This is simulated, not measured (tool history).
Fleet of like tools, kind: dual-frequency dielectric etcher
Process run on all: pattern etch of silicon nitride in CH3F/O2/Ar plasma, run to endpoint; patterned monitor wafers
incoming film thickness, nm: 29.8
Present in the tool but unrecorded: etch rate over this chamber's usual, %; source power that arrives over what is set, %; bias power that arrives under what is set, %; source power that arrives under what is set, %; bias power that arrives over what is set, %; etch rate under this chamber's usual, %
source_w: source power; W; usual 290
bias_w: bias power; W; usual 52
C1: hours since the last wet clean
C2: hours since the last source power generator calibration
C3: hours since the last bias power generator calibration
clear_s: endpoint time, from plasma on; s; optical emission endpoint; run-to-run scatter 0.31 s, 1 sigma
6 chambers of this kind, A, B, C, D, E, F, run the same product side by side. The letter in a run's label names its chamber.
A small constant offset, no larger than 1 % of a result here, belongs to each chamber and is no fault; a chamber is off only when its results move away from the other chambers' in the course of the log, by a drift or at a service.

{"run": "1B", "hour": 7.4, "source_w": 290, "bias_w": 52, "C1": 528.5, "C2": 686.4, "C3": 951.6, "clear_s": 54.562}
{"run": "2A", "hour": 17.4, "source_w": 290, "bias_w": 52, "C1": 158.5, "C2": 2837.1, "C3": 1695.2, "clear_s": 54.993}
{"hour": 18.8, "done": "chamber B: wet clean of the chamber"}
{"run": "3F", "hour": 28.2, "source_w": 290, "bias_w": 52, "C1": 207.5, "C2": 1707.9, "C3": 1090.6, "clear_s": 54.769}
{"run": "4D", "hour": 39.3, "source_w": 290, "bias_w": 52, "C1": 148.1, "C2": 500.8, "C3": 3037.6, "clear_s": 53.638}
{"run": "5C", "hour": 53.3, "source_w": 290, "bias_w": 52, "C1": 56.8, "C2": 1442.6, "C3": 2414.4, "clear_s": 54.488}
{"run": "6E", "hour": 64.7, "source_w": 290, "bias_w": 52, "C1": 337.6, "C2": 992.7, "C3": 5052.7, "clear_s": 54.18}
{"run": "7F", "hour": 74.5, "source_w": 290, "bias_w": 52, "C1": 253.8, "C2": 1754.2, "C3": 1136.9, "clear_s": 54.013}
{"run": "8A", "hour": 86.2, "source_w": 290, "bias_w": 52, "C1": 227.3, "C2": 2905.9, "C3": 1764.0, "clear_s": 54.07}
{"run": "9B", "hour": 97.5, "source_w": 290, "bias_w": 52, "C1": 78.8, "C2": 776.5, "C3": 1041.7, "clear_s": 54.561}
{"run": "10D", "hour": 110.3, "source_w": 290, "bias_w": 52, "C1": 219.1, "C2": 571.8, "C3": 3108.6, "clear_s": 53.339}
{"hour": 121.0, "done": "chamber A: bias power generator calibrated"}
{"run": "11C", "hour": 124.7, "source_w": 290, "bias_w": 52, "C1": 128.2, "C2": 1514.0, "C3": 2485.8, "clear_s": 54.403}
{"run": "12E", "hour": 132.8, "source_w": 320, "bias_w": 64, "C1": 405.7, "C2": 1060.8, "C3": 5120.8, "clear_s": 49.066}
{"run": "13D", "hour": 141.3, "source_w": 320, "bias_w": 64, "C1": 250.1, "C2": 602.8, "C3": 3139.6, "clear_s": 48.335}
{"run": "14B", "hour": 149.5, "source_w": 320, "bias_w": 64, "C1": 130.8, "C2": 828.5, "C3": 1093.7, "clear_s": 49.932}
{"run": "15F", "hour": 164.0, "source_w": 320, "bias_w": 64, "C1": 343.3, "C2": 1843.7, "C3": 1226.4, "clear_s": 48.851}
{"hour": 177.4, "done": "chamber E: wet clean of the chamber"}
{"run": "16C", "hour": 178.0, "source_w": 320, "bias_w": 64, "C1": 181.5, "C2": 1567.3, "C3": 2539.1, "clear_s": 48.91}
{"run": "17E", "hour": 192.4, "source_w": 320, "bias_w": 64, "C1": 15.1, "C2": 1120.4, "C3": 5180.4, "clear_s": 49.059}
{"run": "18A", "hour": 202.3, "source_w": 290, "bias_w": 52, "C1": 343.4, "C2": 3022.0, "C3": 81.4, "clear_s": 54.464}
{"run": "19C", "hour": 213.1, "source_w": 290, "bias_w": 52, "C1": 216.6, "C2": 1602.4, "C3": 2574.2, "clear_s": 54.749}
{"run": "20A", "hour": 224.4, "source_w": 290, "bias_w": 52, "C1": 365.5, "C2": 3044.1, "C3": 103.5, "clear_s": 54.51}
{"run": "21D", "hour": 236.2, "source_w": 290, "bias_w": 52, "C1": 345.0, "C2": 697.7, "C3": 3234.5, "clear_s": 54.227}
{"hour": 240.0, "done": "chamber D: wet clean of the chamber"}
{"run": "22B", "hour": 244.2, "source_w": 290, "bias_w": 52, "C1": 225.5, "C2": 923.2, "C3": 1188.4, "clear_s": 54.952}
{"run": "23E", "hour": 254.0, "source_w": 290, "bias_w": 52, "C1": 76.7, "C2": 1182.0, "C3": 5242.0, "clear_s": 54.425}
{"hour": 261.6, "done": "chamber F: wet clean of the chamber"}
{"run": "24F", "hour": 266.9, "source_w": 290, "bias_w": 52, "C1": 5.4, "C2": 1946.6, "C3": 1329.3, "clear_s": 54.616}
{"run": "25C", "hour": 273.7, "source_w": 290, "bias_w": 52, "C1": 277.2, "C2": 1663.0, "C3": 2634.8, "clear_s": 54.056}
{"run": "26A", "hour": 281.7, "source_w": 290, "bias_w": 52, "C1": 422.8, "C2": 3101.4, "C3": 160.8, "clear_s": 54.843}
{"hour": 292.0, "done": "chamber C: source power generator calibrated"}
{"run": "27F", "hour": 294.8, "source_w": 290, "bias_w": 52, "C1": 33.3, "C2": 1974.5, "C3": 1357.2, "clear_s": 54.712}
{"run": "28D", "hour": 309.8, "source_w": 290, "bias_w": 52, "C1": 69.9, "C2": 771.3, "C3": 3308.1, "clear_s": 53.385}
{"run": "29B", "hour": 317.1, "source_w": 290, "bias_w": 52, "C1": 298.4, "C2": 996.1, "C3": 1261.3, "clear_s": 54.916}
{"run": "30E", "hour": 324.0, "source_w": 290, "bias_w": 52, "C1": 146.7, "C2": 1252.0, "C3": 5312.0, "clear_s": 54.933}
{"run": "31D", "hour": 333.4, "source_w": 290, "bias_w": 52, "C1": 93.5, "C2": 794.9, "C3": 3331.7, "clear_s": 53.68}
{"run": "32A", "hour": 342.5, "source_w": 290, "bias_w": 52, "C1": 483.6, "C2": 3162.2, "C3": 221.6, "clear_s": 54.661}
{"run": "33B", "hour": 357.3, "source_w": 290, "bias_w": 52, "C1": 338.6, "C2": 1036.3, "C3": 1301.5, "clear_s": 54.973}
{"run": "34C", "hour": 366.1, "source_w": 290, "bias_w": 52, "C1": 369.6, "C2": 74.2, "C3": 2727.2, "clear_s": 54.514}
{"run": "35F", "hour": 373.6, "source_w": 290, "bias_w": 52, "C1": 112.1, "C2": 2053.3, "C3": 1436.0, "clear_s": 54.365}
{"hour": 378.3, "done": "chamber A: wet clean of the chamber"}
{"run": "36E", "hour": 382.5, "source_w": 330, "bias_w": 60, "C1": 205.2, "C2": 1310.5, "C3": 5370.5, "clear_s": 49.446}
{"run": "37C", "hour": 391.4, "source_w": 330, "bias_w": 60, "C1": 394.9, "C2": 99.5, "C3": 2752.5, "clear_s": 49.216}
{"run": "38A", "hour": 404.7, "source_w": 330, "bias_w": 60, "C1": 26.4, "C2": 3224.4, "C3": 283.8, "clear_s": 50.014}
{"run": "39D", "hour": 417.6, "source_w": 330, "bias_w": 60, "C1": 177.7, "C2": 879.1, "C3": 3415.9, "clear_s": 48.518}
{"hour": 424.3, "done": "chamber F: source power generator calibrated"}
{"run": "40F", "hour": 430.3, "source_w": 330, "bias_w": 60, "C1": 168.8, "C2": 6.1, "C3": 1492.7, "clear_s": 49.764}
{"run": "41B", "hour": 437.5, "source_w": 330, "bias_w": 60, "C1": 418.8, "C2": 1116.5, "C3": 1381.7, "clear_s": 49.36}
{"run": "42E", "hour": 446.2, "source_w": 290, "bias_w": 52, "C1": 268.9, "C2": 1374.2, "C3": 5434.2, "clear_s": 54.393}
{"run": "43B", "hour": 457.3, "source_w": 290, "bias_w": 59, "C1": 438.6, "C2": 1136.3, "C3": 1401.5, "clear_s": 52.93}

Has any chamber moved away from the others, gradually or after a service, or does the common gauge drift, or do the chambers differ only by their own small steady offsets? State the chamber and the most likely cause if one applies.

Nothing is wrong: each chamber keeps only its own small, steady offset and the gauge holds still.
